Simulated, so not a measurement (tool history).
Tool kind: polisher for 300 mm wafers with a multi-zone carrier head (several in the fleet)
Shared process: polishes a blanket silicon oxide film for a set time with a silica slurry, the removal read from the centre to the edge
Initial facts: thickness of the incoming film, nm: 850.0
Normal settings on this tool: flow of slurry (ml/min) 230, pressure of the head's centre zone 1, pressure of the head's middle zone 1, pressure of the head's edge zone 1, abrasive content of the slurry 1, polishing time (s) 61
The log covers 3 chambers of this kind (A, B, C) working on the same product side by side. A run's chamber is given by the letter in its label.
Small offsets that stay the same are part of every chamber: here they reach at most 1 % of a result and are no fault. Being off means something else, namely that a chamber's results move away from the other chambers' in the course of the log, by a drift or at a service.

run    day  flow of slurry (ml/min)  pressure of the head's centre zone  pressure of the head's middle zone  pressure of the head's edge zone  abrasive content of the slurry  polishing time (s)  wafers polished on this pad  hours since the slurry nozzle was cleaned  hours since the centre zone pressure was calibrated  hours since the edge zone pressure was calibrated  film removed at the wafer's centre (nm)  film removed at mid-radius (nm)  film removed at the wafer's edge (nm)
     0.079  -- chamber C: slurry nozzle cleaned
 1C  0.288                      230                                   1                                   1                                 1                               1                  61                          153                                        5.1                                                474.8                                             1126.9                                    165.2                           163.88                                  173.1
     0.329  -- chamber B: slurry nozzle cleaned
 2B  0.425                      230                                   1                                   1                                 1                               1                  61                          210                                        2.3                                               1236.3                                               65.4                                   166.25                           172.16                                 165.78
 3A  0.725                      230                                   1                                   1                                 1                               1                  61                          732                                      419.1                                                331.3                                              535.9                                   166.93                           167.92                                 167.14
 4A  0.979                      230                                   1                                   1                                 1                               1                  61                          772                                      425.2                                                337.4                                                542                                   166.16                           166.82                                  166.1
 5B  1.162                      230                                   1                                   1                                 1                               1                  61                          324                                         20                                                 1254                                               83.1                                   165.62                           166.28                                 167.66
 6C  1.383                      230                                   1                                   1                                 1                               1                  61                          323                                       31.4                                                501.1                                             1153.2                                   165.73                           168.77                                 167.72
 7B  1.592                      230                                0.96                                   1                                 1                               1                  70                          390                                       30.3                                               1264.3                                               93.4                                   180.87                           190.78                                 189.97
 8C  1.788                      230                                0.96                                   1                                 1                               1                  70                          385                                       41.1                                                510.8                                             1162.9                                   181.24                           189.24                                 191.42
 9A  2.079                      230                                0.96                                   1                                 1                               1                  70                          942                                      451.6                                                363.8                                              568.4                                   183.83                           189.48                                 191.05
10A  2.279                      230                                   1                                   1                                 1                               1                  61                          972                                      456.4                                                368.6                                              573.2                                   166.63                           169.14                                 166.96
11C  2.454                      230                                   1                                   1                                 1                               1                  61                          488                                       57.1                                                526.8                                             1178.9                                   167.04                           167.03                                 166.36
12B  2.733                      230                                   1                                   1                                 1                               1                  61                          566                                       57.7                                               1291.7                                              120.8                                   164.31                           165.54                                 169.45
13B  2.988                      230                                   1                                   1                                 1                               1                  61                          606                                       63.8                                               1297.8                                              126.9                                    166.5                           167.41                                  165.4
14C   3.15                      230                                   1                                   1                                 1                               1                  61                          596                                       73.8                                                543.5                                             1195.6                                   167.37                           167.24                                  167.8
15A  3.333                      230                                   1                                   1                                 1                               1                  61                         1135                                      481.7                                                393.9                                              598.5                                   169.68                           170.15                                 165.85
16C  3.575                      230                                   1                                   1                                 1                               1                  61                          661                                         84                                                553.7                                             1205.8                                   164.94                           169.71                                 166.92
     3.658  -- chamber C: worn pad replaced by a new one
17A  3.754                      230                                   1                                   1                                 1                               1                  61                         1200                                      491.8                                                  404                                              608.6                                   165.59                           166.66                                 167.78
18B  3.917                      230                                   1                                   1                                 1                               1                  61                          749                                       86.1                                               1320.1                                              149.2                                   165.09                           168.56                                 165.87
19A  4.104                      230                                   1                                   1                                 1                               1                  61                         1255                                      500.2                                                412.4                                                617                                   164.07                           170.58                                 162.47
     4.138  -- chamber A: edge zone pressure recalibrated
     4.192  -- chamber A: worn pad replaced by a new one
20C  4.283                      230                                   1                                   1                                 1                               1                  61                           96                                        101                                                570.7                                             1222.8                                   167.99                           165.51                                 170.58
21B  4.567                      230                                   1                                   1                                 1                               1                  61                          850                                      101.7                                               1335.7                                              164.8                                   166.25                            173.3                                  163.6
     4.775  -- chamber A: slurry nozzle cleaned
22C  4.783                      230                                   1                                   1                                 1                               1                  61                          174                                        113                                                582.7                                             1234.8                                   166.27                           163.43                                 168.52
23B  4.925                      155                                   1                                   1                                 1                               1                  52                          905                                      110.3                                               1344.3                                              173.4                                   132.17                           137.06                                 137.36
24A  5.079                      155                                   1                                   1                                 1                               1                  52                          137                                        7.4                                                435.8                                               22.7                                   133.81                           138.57                                 135.41
25C  5.258                      155                                   1                                   1                                 1                               1                  52                          247                                      124.4                                                594.1                                             1246.2                                   130.03                           131.01                                  133.2
26B  5.425                      230                                   1                                   1                                 1                               1                  61                          982                                      122.3                                               1356.3                                              185.4                                   164.14                           169.73                                 167.23
27A    5.6                      230                                   1                                   1                              0.94                               1                  61                          217                                       19.9                                                448.3                                               35.2                                   169.12                           165.52                                 161.59
28A  5.812                      230                                   1                                   1                              0.94                               1                  61                          250                                         25                                                453.4                                               40.3                                   167.37                           175.52                                 161.09
29C  6.075                      230                                   1                                   1                              0.94                               1                  61                          373                                        144                                                613.7                                             1265.8                                   167.33                           168.28                                 161.41
30B  6.225                      230                                   1                                   1                                 1                               1                  61                         1106                                      141.5                                               1375.5                                              204.6                                   164.06                           173.35                                 167.23
     6.288  -- chamber B: centre zone pressure recalibrated
31A  6.508                      230                                   1                                   1                                 1                               1                  61                          358                                       41.7                                                470.1                                                 57                                   168.69                           170.14                                 166.57
     6.529  -- chamber B: worn pad replaced by a new one
32B  6.721                      230                                   1                                   1                                 1                               1                  61                           29                                      153.4                                                 10.5                                              216.5                                   167.74                           166.44                                 167.27
33C  6.921                      230                                   1                                   1                                 1                               1                  61                          504                                      164.3                                                  634                                             1286.1                                    168.2                            163.7                                 168.03
34A  7.096                      230                                   1                                   1                                 1                               1                  61                          449                                       55.8                                                484.2                                               71.1                                    168.5                            169.1                                 168.47
35B  7.296                      230                                   1                                   1                                 1                               1                  61                          118                                      167.2                                                 24.3                                              230.3                                   167.43                            167.4                                 169.74
36C  7.558                      230                                   1                                   1                                 1                               1                  61                          603                                      179.6                                                649.3                                             1301.4                                   167.39                           168.78                                 167.88
37A  7.696                      230                                   1                                   1                                 1                               1                  68                          541                                       70.2                                                498.6                                               85.5                                   187.37                            188.5                                 187.04
38B  7.892                      230                                   1                                   1                                 1                               1                  68                          210                                      181.5                                                 38.6                                              244.6                                   182.98                           184.44                                 185.13
39C  8.188                      230                                   1                                   1                                 1                               1                  68                          700                                      194.7                                                664.4                                             1316.5                                    184.8                           183.63                                 185.46
40A   8.45                      230                                   1                                   1                                 1                               1                  61                          658                                       88.3                                                516.7                                              103.6                                   166.94                           169.81                                 167.58
41B  8.729                      230                                   1                                   1                                 1                               1                  61                          340                                      201.6                                                 58.7                                              264.7                                   165.29                           169.64                                 168.54

Each of the 3 chambers runs these same settings next. Fill in every chamber's results:
42A  8.942                      205                                   1                                   1                                 1                               1                  61                                                                                                                                                                                                                        ?                                ?                                      ?
42B  8.942                      205                                   1                                   1                                 1                               1                  61                                                                                                                                                                                                                        ?                                ?                                      ?
42C  8.942                      205                                   1                                   1                                 1                               1                  61                                                                                                                                                                                                                        ?                                ?                                      ?

run  film removed at the wafer's centre (nm)  film removed at mid-radius (nm)  film removed at the wafer's edge (nm)
42A                                   164.16                           164.12                                  168.2
42B                                   162.33                           166.54                                  164.7
42C                                   162.56                            162.4                                 164.23
